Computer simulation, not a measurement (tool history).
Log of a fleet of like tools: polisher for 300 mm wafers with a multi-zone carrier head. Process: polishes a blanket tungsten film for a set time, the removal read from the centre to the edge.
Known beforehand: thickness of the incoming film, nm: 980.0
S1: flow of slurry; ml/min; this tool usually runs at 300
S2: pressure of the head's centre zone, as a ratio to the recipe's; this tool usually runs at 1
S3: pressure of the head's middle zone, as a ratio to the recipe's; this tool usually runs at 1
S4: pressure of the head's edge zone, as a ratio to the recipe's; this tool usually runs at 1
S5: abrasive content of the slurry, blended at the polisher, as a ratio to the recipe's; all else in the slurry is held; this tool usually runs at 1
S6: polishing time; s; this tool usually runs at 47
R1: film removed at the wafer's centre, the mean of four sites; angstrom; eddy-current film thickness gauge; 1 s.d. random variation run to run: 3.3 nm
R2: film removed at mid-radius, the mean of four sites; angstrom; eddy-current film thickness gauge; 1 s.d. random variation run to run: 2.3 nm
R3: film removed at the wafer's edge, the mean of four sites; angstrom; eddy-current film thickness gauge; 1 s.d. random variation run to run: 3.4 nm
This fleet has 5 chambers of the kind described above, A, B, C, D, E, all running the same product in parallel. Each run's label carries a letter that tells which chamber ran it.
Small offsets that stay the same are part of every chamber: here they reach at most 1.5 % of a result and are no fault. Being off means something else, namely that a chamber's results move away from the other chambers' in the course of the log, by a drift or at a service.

{"hour": 4.6, "done": "chamber E: worn pad replaced by a new one"}
{"hour": 9.5, "done": "chamber B: worn pad replaced by a new one"}
{"run": "1B", "hour": 11.5, "S1": 300, "S2": 1, "S3": 1, "S4": 1, "S5": 1, "S6": 47, "R1": 3503.4, "R2": 3526.4, "R3": 3543.8}
{"run": "2C", "hour": 25.8, "S1": 300, "S2": 1, "S3": 1, "S4": 1, "S5": 1, "S6": 47, "R1": 3635.1, "R2": 3504.2, "R3": 3515.1}
{"hour": 32.0, "done": "chamber A: edge zone pressure recalibrated"}
{"hour": 32.7, "done": "chamber A: worn pad replaced by a new one"}
{"hour": 32.8, "done": "chamber D: worn pad replaced by a new one"}
{"run": "3D", "hour": 40.3, "S1": 300, "S2": 1, "S3": 1, "S4": 1, "S5": 1, "S6": 47, "R1": 3496.3, "R2": 3605.3, "R3": 3515.8}
{"run": "4A", "hour": 53.1, "S1": 300, "S2": 1, "S3": 1, "S4": 1, "S5": 1, "S6": 47, "R1": 3554.9, "R2": 3512.7, "R3": 3525.9}
{"hour": 55.4, "done": "chamber B: edge zone pressure recalibrated"}
{"run": "5E", "hour": 62.8, "S1": 300, "S2": 1, "S3": 1, "S4": 1, "S5": 1, "S6": 47, "R1": 3438.4, "R2": 3528.8, "R3": 3507.5}
{"hour": 68.4, "done": "chamber B: centre zone pressure recalibrated"}
{"run": "6D", "hour": 75.5, "S1": 300, "S2": 1, "S3": 1, "S4": 1, "S5": 1, "S6": 47, "R1": 3523.1, "R2": 3539.4, "R3": 3420.3}
{"run": "7E", "hour": 90.0, "S1": 300, "S2": 1, "S3": 1, "S4": 1, "S5": 1, "S6": 47, "R1": 3465.5, "R2": 3531.3, "R3": 3549.9}
{"hour": 92.7, "done": "chamber B: worn pad replaced by a new one"}
{"hour": 95.1, "done": "chamber C: worn pad replaced by a new one"}
{"run": "8A", "hour": 101.3, "S1": 335, "S2": 1, "S3": 1, "S4": 1, "S5": 1, "S6": 47, "R1": 3549.7, "R2": 3534.7, "R3": 3595.3}
{"hour": 109.6, "done": "chamber A: worn pad replaced by a new one"}
{"run": "9C", "hour": 109.7, "S1": 335, "S2": 1, "S3": 1, "S4": 1, "S5": 1, "S6": 47, "R1": 3618.7, "R2": 3538.4, "R3": 3542.4}
{"hour": 114.4, "done": "chamber D: worn pad replaced by a new one"}
{"hour": 119.3, "done": "chamber E: worn pad replaced by a new one"}
{"run": "10B", "hour": 122.7, "S1": 335, "S2": 1, "S3": 1, "S4": 1, "S5": 1, "S6": 47, "R1": 3492.8, "R2": 3588.4, "R3": 3525.2}
{"run": "11D", "hour": 130.4, "S1": 335, "S2": 1, "S3": 1, "S4": 1, "S5": 1, "S6": 47, "R1": 3589.1, "R2": 3606.3, "R3": 3492.7}
{"run": "12A", "hour": 142.0, "S1": 335, "S2": 1, "S3": 1, "S4": 1, "S5": 1, "S6": 47, "R1": 3548, "R2": 3537.2, "R3": 3592.7}
{"run": "13B", "hour": 154.1, "S1": 300, "S2": 1, "S3": 0.88, "S4": 1, "S5": 1, "S6": 47, "R1": 3493.8, "R2": 3148, "R3": 3586.4}
{"run": "14C", "hour": 165.2, "S1": 300, "S2": 1, "S3": 0.88, "S4": 1, "S5": 1, "S6": 47, "R1": 3598.4, "R2": 3136.2, "R3": 3504.2}
{"run": "15E", "hour": 178.3, "S1": 300, "S2": 1, "S3": 0.88, "S4": 1, "S5": 1, "S6": 47, "R1": 3366.1, "R2": 3179.9, "R3": 3593.8}
{"run": "16D", "hour": 189.0, "S1": 300, "S2": 1, "S3": 0.88, "S4": 1, "S5": 1, "S6": 47, "R1": 3520, "R2": 3135.3, "R3": 3489.7}
{"hour": 195.0, "done": "chamber B: worn pad replaced by a new one"}
{"hour": 196.7, "done": "chamber A: worn pad replaced by a new one"}
{"run": "17C", "hour": 203.7, "S1": 300, "S2": 1, "S3": 0.88, "S4": 1, "S5": 1, "S6": 47, "R1": 3579.7, "R2": 3107.4, "R3": 3551.3}
{"hour": 207.4, "done": "chamber D: worn pad replaced by a new one"}
{"run": "18A", "hour": 214.0, "S1": 300, "S2": 1, "S3": 1, "S4": 1, "S5": 1, "S6": 47, "R1": 3479.7, "R2": 3499.7, "R3": 3510.6}
{"run": "19E", "hour": 220.8, "S1": 300, "S2": 1, "S3": 1, "S4": 1, "S5": 1.25, "S6": 47, "R1": 3572.1, "R2": 3745.8, "R3": 3729.9}
{"hour": 224.5, "done": "chamber E: worn pad replaced by a new one"}
{"run": "20B", "hour": 229.5, "S1": 300, "S2": 1, "S3": 1, "S4": 1, "S5": 1.25, "S6": 47, "R1": 3664.6, "R2": 3748.1, "R3": 3709.1}
{"hour": 236.9, "done": "chamber E: edge zone pressure recalibrated"}
{"run": "21A", "hour": 240.8, "S1": 300, "S2": 1, "S3": 1, "S4": 1, "S5": 1.25, "S6": 47, "R1": 3647.9, "R2": 3713.8, "R3": 3693.6}
{"hour": 245.1, "done": "chamber C: worn pad replaced by a new one"}
{"run": "22D", "hour": 251.7, "S1": 300, "S2": 1, "S3": 1, "S4": 1, "S5": 1.25, "S6": 47, "R1": 3680.7, "R2": 3790.7, "R3": 3653.3}
{"hour": 260.2, "done": "chamber C: slurry nozzle cleaned"}
{"run": "23E", "hour": 261.8, "S1": 300, "S2": 1, "S3": 1, "S4": 1, "S5": 1.25, "S6": 47, "R1": 3528.6, "R2": 3712.2, "R3": 3735.4}
{"run": "24C", "hour": 271.4, "S1": 350, "S2": 1, "S3": 1, "S4": 1.11, "S5": 1, "S6": 47, "R1": 3612, "R2": 3543.1, "R3": 3739.1}
{"hour": 279.1, "done": "chamber B: worn pad replaced by a new one"}
{"hour": 282.4, "done": "chamber A: worn pad replaced by a new one"}
{"run": "25B", "hour": 283.9, "S1": 350, "S2": 1, "S3": 1, "S4": 1.11, "S5": 1, "S6": 47, "R1": 3586.2, "R2": 3606.9, "R3": 3783.9}
{"run": "26A", "hour": 292.4, "S1": 350, "S2": 1, "S3": 1, "S4": 1.11, "S5": 1, "S6": 47, "R1": 3501.9, "R2": 3578.8, "R3": 3848}
{"run": "27B", "hour": 304.1, "S1": 350, "S2": 1, "S3": 1, "S4": 1.11, "S5": 1, "S6": 47, "R1": 3590.9, "R2": 3589, "R3": 3788.3}
{"hour": 305.6, "done": "chamber D: worn pad replaced by a new one"}
{"hour": 308.8, "done": "chamber E: slurry nozzle cleaned"}
{"run": "28E", "hour": 317.0, "S1": 350, "S2": 1, "S3": 1, "S4": 1.11, "S5": 1, "S6": 47, "R1": 3400.1, "R2": 3611.5, "R3": 3828.2}
{"run": "29C", "hour": 329.6, "S1": 300, "S2": 1, "S3": 1, "S4": 1, "S5": 1, "S6": 47, "R1": 3493.6, "R2": 3531.5, "R3": 3507.5}
{"hour": 334.1, "done": "chamber E: worn pad replaced by a new one"}
{"run": "30D", "hour": 338.5, "S1": 300, "S2": 1, "S3": 1, "S4": 1, "S5": 1, "S6": 47, "R1": 3466.8, "R2": 3577.3, "R3": 3540.8}
{"run": "31B", "hour": 345.6, "S1": 300, "S2": 1, "S3": 1, "S4": 1, "S5": 1, "S6": 47, "R1": 3503, "R2": 3546.8, "R3": 3494.2}
{"run": "32A", "hour": 352.2, "S1": 350, "S2": 1, "S3": 1, "S4": 1.04, "S5": 1, "S6": 47, "R1": 3515.8, "R2": 3540.8, "R3": 3641.8}
{"hour": 360.8, "done": "chamber A: worn pad replaced by a new one"}
{"run": "33C", "hour": 365.6, "S1": 350, "S2": 1, "S3": 1, "S4": 1.04, "S5": 1, "S6": 47, "R1": 3607.3, "R2": 3534.8, "R3": 3702.2}
{"hour": 370.5, "done": "chamber B: worn pad replaced by a new one"}
{"run": "34E", "hour": 374.4, "S1": 350, "S2": 1, "S3": 1, "S4": 1.04, "S5": 1, "S6": 47, "R1": 3288.1, "R2": 3581.5, "R3": 3686.1}
{"run": "35D", "hour": 381.2, "S1": 350, "S2": 1, "S3": 1, "S4": 1.04, "S5": 1, "S6": 47, "R1": 3579.9, "R2": 3608, "R3": 3571.4}
{"hour": 383.1, "done": "chamber D: worn pad replaced by a new one"}
{"run": "36C", "hour": 394.9, "S1": 350, "S2": 1, "S3": 1, "S4": 1.04, "S5": 1, "S6": 47, "R1": 3582.1, "R2": 3567.8, "R3": 3650.6}
{"run": "37A", "hour": 406.8, "S1": 300, "S2": 1, "S3": 1, "S4": 1, "S5": 1, "S6": 47, "R1": 3531.1, "R2": 3522.4, "R3": 3576.5}
{"run": "38E", "hour": 419.0, "S1": 300, "S2": 1, "S3": 1, "S4": 1, "S5": 1, "S6": 47, "R1": 3186.8, "R2": 3544.5, "R3": 3487.8}
{"hour": 426.5, "done": "chamber B: slurry nozzle cleaned"}
{"hour": 427.6, "done": "chamber D: slurry nozzle cleaned"}
{"run": "39B", "hour": 430.9, "S1": 300, "S2": 1, "S3": 1.04, "S4": 1, "S5": 1, "S6": 47, "R1": 3514.7, "R2": 3664.5, "R3": 3587.9}
{"hour": 439.3, "done": "chamber E: worn pad replaced by a new one"}
{"run": "40D", "hour": 440.8, "S1": 300, "S2": 1, "S3": 1.04, "S4": 1, "S5": 1, "S6": 47, "R1": 3537.4, "R2": 3692.8, "R3": 3536.3}
{"run": "41E", "hour": 448.9, "S1": 300, "S2": 1, "S3": 1.04, "S4": 1, "S5": 1, "S6": 47, "R1": 3184.5, "R2": 3650.4, "R3": 3545.6}

One chamber off, gauge drift, or nothing amiss beyond the chambers' own small offsets? If it is a chamber, which one, and what is the likeliest cause?

One chamber, E, drifts off from the rest bit by bit.
Likeliest cause: centre zone's pressure below its setpoint, % = 8.94.

Chamber E could run next with any of the 4 candidate recipes listed below; each alters the usual settings, and their results appear as question marks. Which one brings its results back in line with what the other chambers deliver on the usual settings?
In line means no further than this from the other chambers' mean on the usual settings: R1 120 angstrom; R2 79 angstrom; R3 120 angstrom
{"run": "42E-1", "hour": 459.5, "S1": 305, "S2": 1.09, "S3": 0.99, "S4": 0.97, "S5": 1, "S6": 47, "R1": "?", "R2": "?", "R3": "?"}
{"run": "42E-2", "hour": 459.5, "S1": 295, "S2": 0.92, "S3": 1.01, "S4": 1.03, "S5": 1, "S6": 47, "R1": "?", "R2": "?", "R3": "?"}
{"run": "42E-3", "hour": 459.5, "S1": 285, "S2": 0.83, "S3": 1.03, "S4": 1.07, "S5": 1, "S6": 46, "R1": "?", "R2": "?", "R3": "?"}
{"run": "42E-4", "hour": 459.5, "S1": 320, "S2": 1.17, "S3": 0.95, "S4": 0.9, "S5": 1, "S6": 49, "R1": "?", "R2": "?", "R3": "?"}

What the other chambers average on the usual settings: R1 3520 angstrom; R2 3525.4 angstrom; R3 3524.7 angstrom
run=42E-1 R1=3495.5 R2=3502.6 R3=3491.2
run=42E-2 R1=2896.3 R2=3558 R3=3591.8
run=42E-3 R1=2521.1 R2=3534 R3=3576.6
run=42E-4 R1=3951.7 R2=3532.7 R3=3519.2
Change 42E-1 lands the chamber within the allowed miss of the other chambers.
